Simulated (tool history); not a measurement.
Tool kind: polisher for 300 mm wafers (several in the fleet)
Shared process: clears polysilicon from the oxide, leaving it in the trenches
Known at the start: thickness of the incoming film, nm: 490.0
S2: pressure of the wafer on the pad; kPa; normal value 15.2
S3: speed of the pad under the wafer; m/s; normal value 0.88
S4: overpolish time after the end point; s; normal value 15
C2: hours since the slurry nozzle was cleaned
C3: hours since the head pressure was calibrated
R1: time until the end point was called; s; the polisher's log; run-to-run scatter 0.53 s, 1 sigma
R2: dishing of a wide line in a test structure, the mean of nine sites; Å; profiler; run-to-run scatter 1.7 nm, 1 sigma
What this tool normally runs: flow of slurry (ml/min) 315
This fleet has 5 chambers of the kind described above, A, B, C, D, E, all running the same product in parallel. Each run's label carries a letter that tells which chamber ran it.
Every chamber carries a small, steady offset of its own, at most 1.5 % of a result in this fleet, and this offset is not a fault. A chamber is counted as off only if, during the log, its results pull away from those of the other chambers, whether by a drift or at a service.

At day 0.346: chamber B: worn pad replaced by a new one.
Run 1C, day 0.354: usual settings; wafers polished on this pad 1046; C2 387.2; C3 238.2. Result: R1 52.844 s, R2 663.45 Å.
At day 0.462: chamber E: worn pad replaced by a new one.
At day 0.525: chamber D: worn pad replaced by a new one.
Run 2B, day 0.604: usual settings; wafers polished on this pad 95; C2 420.9; C3 557.5. Result: R1 53.543 s, R2 703.97 Å.
Run 3A, day 0.771: usual settings; wafers polished on this pad 394; C2 263.4; C3 475.2. Result: R1 51.704 s, R2 667.61 Å.
Run 4D, day 1.017: usual settings; wafers polished on this pad 181; C2 499.2; C3 768.0. Result: R1 53.021 s, R2 697.00 Å.
At day 1.229: chamber C: worn pad replaced by a new one.
Run 5E, day 1.362: usual settings; wafers polished on this pad 330; C2 120.2; C3 125.3. Result: R1 50.834 s, R2 703.57 Å.
Run 6A, day 1.567: usual settings; wafers polished on this pad 686; C2 282.5; C3 494.3. Result: R1 52.661 s, R2 707.27 Å.
Run 7C, day 1.838: usual settings; wafers polished on this pad 223; C2 422.8; C3 273.8. Result: R1 52.186 s, R2 672.71 Å.
Run 8E, day 2.042: usual settings; wafers polished on this pad 580; C2 136.5; C3 141.6. Result: R1 52.115 s, R2 719.06 Å.
At day 2.104: chamber A: worn pad replaced by a new one.
Run 9B, day 2.350: usual settings but S2 18.6 kPa; wafers polished on this pad 735; C2 462.8; C3 599.4. Result: R1 42.734 s, R2 731.19 Å.
At day 2.371: chamber D: worn pad replaced by a new one.
At day 2.546: chamber D: slurry nozzle cleaned.
Run 10D, day 2.588: usual settings but S2 18.6 kPa; wafers polished on this pad 79; C2 1.1; C3 805.7. Result: R1 43.721 s, R2 768.64 Å.
Run 11A, day 2.833: usual settings but S2 18.6 kPa; wafers polished on this pad 268; C2 312.9; C3 524.7. Result: R1 43.161 s, R2 773.05 Å.
At day 2.971: chamber E: worn pad replaced by a new one.
At day 3.017: chamber B: worn pad replaced by a new one.
Run 12B, day 3.133: usual settings but S2 18.6 kPa; wafers polished on this pad 43; C2 481.6; C3 618.2. Result: R1 42.725 s, R2 781.52 Å.
At day 3.204: chamber C: head pressure recalibrated.
At day 3.212: chamber A: slurry nozzle cleaned.
Run 13D, day 3.512: usual settings but S2 18.6 kPa; wafers polished on this pad 418; C2 23.3; C3 827.9. Result: R1 42.559 s, R2 792.95 Å.
Run 14E, day 3.688: usual settings; wafers polished on this pad 262; C2 176.0; C3 181.1. Result: R1 51.966 s, R2 718.26 Å.
Run 15C, day 3.925: usual settings; wafers polished on this pad 989; C2 472.9; C3 17.3. Result: R1 53.024 s, R2 706.78 Å.
At day 4.058: chamber B: slurry nozzle cleaned.
Run 16C, day 4.212: usual settings; wafers polished on this pad 1094; C2 479.8; C3 24.2. Result: R1 53.533 s, R2 703.60 Å.
At day 4.392: chamber A: worn pad replaced by a new one.
At day 4.454: chamber D: worn pad replaced by a new one.
Run 17E, day 4.492: usual settings; wafers polished on this pad 557; C2 195.3; C3 200.4. Result: R1 52.388 s, R2 730.50 Å.
Run 18B, day 4.725: usual settings but flow of slurry (ml/min) 230; wafers polished on this pad 627; C2 16.1; C3 656.4. Result: R1 54.577 s, R2 714.64 Å.
Run 19A, day 5.029: usual settings but flow of slurry (ml/min) 230; wafers polished on this pad 234; C2 43.6; C3 577.4. Result: R1 55.612 s, R2 678.51 Å.
At day 5.192: chamber C: worn pad replaced by a new one.
At day 5.208: chamber E: worn pad replaced by a new one.
Run 20D, day 5.383: usual settings but flow of slurry (ml/min) 230; wafers polished on this pad 341; C2 68.2; C3 872.8. Result: R1 54.518 s, R2 712.40 Å.
Run 21E, day 5.654: usual settings but flow of slurry (ml/min) 230; wafers polished on this pad 164; C2 223.2; C3 228.3. Result: R1 53.422 s, R2 721.86 Å.
At day 5.912: chamber B: worn pad replaced by a new one.
Run 22C, day 5.925: usual settings but flow of slurry (ml/min) 230; wafers polished on this pad 270; C2 520.9; C3 65.3. Result: R1 54.200 s, R2 726.84 Å.
Run 23A, day 6.308: usual settings; wafers polished on this pad 703; C2 74.3; C3 608.1. Result: R1 54.688 s, R2 698.42 Å.
At day 6.408: chamber A: worn pad replaced by a new one.
Run 24B, day 6.488: usual settings; wafers polished on this pad 212; C2 58.4; C3 698.7. Result: R1 52.980 s, R2 704.27 Å.
At day 6.604: chamber D: worn pad replaced by a new one.
Run 25D, day 6.762: usual settings but flow of slurry (ml/min) 355, S3 0.64 m/s; wafers polished on this pad 59; C2 101.3; C3 905.9. Result: R1 73.737 s, R2 612.89 Å.
Run 26C, day 7.050: usual settings but flow of slurry (ml/min) 355, S3 0.64 m/s; wafers polished on this pad 682; C2 547.9; C3 92.3. Result: R1 70.892 s, R2 604.33 Å.
Run 27E, day 7.375: usual settings but flow of slurry (ml/min) 355, S3 0.64 m/s; wafers polished on this pad 795; C2 264.5; C3 269.6. Result: R1 70.934 s, R2 598.12 Å.
At day 7.583: chamber C: slurry nozzle cleaned.
Run 28B, day 7.679: usual settings but flow of slurry (ml/min) 355, S3 0.64 m/s; wafers polished on this pad 649; C2 87.0; C3 727.3. Result: R1 72.939 s, R2 587.32 Å.
At day 7.775: chamber E: worn pad replaced by a new one.
Run 29D, day 8.033: usual settings but flow of slurry (ml/min) 355, S3 0.64 m/s; wafers polished on this pad 525; C2 131.8; C3 936.4. Result: R1 72.831 s, R2 588.99 Å.
At day 8.312: chamber D: worn pad replaced by a new one.
Run 30A, day 8.375: usual settings; wafers polished on this pad 721; C2 123.9; C3 657.7. Result: R1 55.809 s, R2 702.63 Å.
At day 8.396: chamber A: worn pad replaced by a new one.
Run 31E, day 8.596: usual settings; wafers polished on this pad 301; C2 293.8; C3 298.9. Result: R1 52.532 s, R2 712.95 Å.
At day 8.717: chamber B: worn pad replaced by a new one.
At day 8.771: chamber C: worn pad replaced by a new one.
Run 32B, day 8.938: usual settings but S2 17.2 kPa; wafers polished on this pad 81; C2 117.2; C3 757.5. Result: R1 47.251 s, R2 759.29 Å.
Run 33C, day 9.112: usual settings but S2 17.2 kPa; wafers polished on this pad 126; C2 36.8; C3 141.8. Result: R1 46.020 s, R2 782.98 Å.
Run 34D, day 9.408: usual settings but S2 17.2 kPa; wafers polished on this pad 402; C2 164.8; C3 969.4. Result: R1 46.586 s, R2 707.81 Å.
Run 35A, day 9.708: usual settings but S2 17.2 kPa; wafers polished on this pad 481; C2 155.9; C3 689.7. Result: R1 50.462 s, R2 701.55 Å.
Run 36C, day 9.942: usual settings but S2 17.2 kPa; wafers polished on this pad 430; C2 56.7; C3 161.7. Result: R1 46.447 s, R2 745.85 Å.

Decide between three cases: one chamber stands off from its peers, the gauge reading all wafers drifts, or nothing is wrong past each chamber's small offset. Where a chamber is off, say which and what most likely put it there.

One chamber, A, drifts off from the rest bit by bit.
Cause: head's pressure below its setpoint, % = 8.59.

Here are 4 candidates for chamber A's next run, each the usual settings with a change, their results left as question marks. Which one brings its results back in line with what the others give on the usual settings?
In line means no further than this from the other chambers' mean on the usual settings: R1 1.900 s; R2 59.00 Å
Run 37A-1, day 10.212: usual settings but S2 16.5 kPa, S3 0.96 m/s. Result: R1 ?, R2 ?.
Run 37A-2, day 10.212: usual settings but S2 14.5 kPa, S3 0.84 m/s. Result: R1 ?, R2 ?.
Run 37A-3, day 10.212: usual settings but S2 13.8 kPa, S3 0.82 m/s, S4 14 s. Result: R1 ?, R2 ?.
Run 37A-4, day 10.212: usual settings but S2 15.9 kPa, S3 0.92 m/s. Result: R1 ?, R2 ?.

Average result of the remaining chambers running the usual settings: R1 52.825 s; R2 710.66 Å
  run      R1      R2
37A-1  48.328  729.90
37A-2  63.018  649.12
37A-3  67.733  603.16
37A-4  52.595  705.26
The answer is 37A-4, which returns the chamber to within the allowed miss of the others.
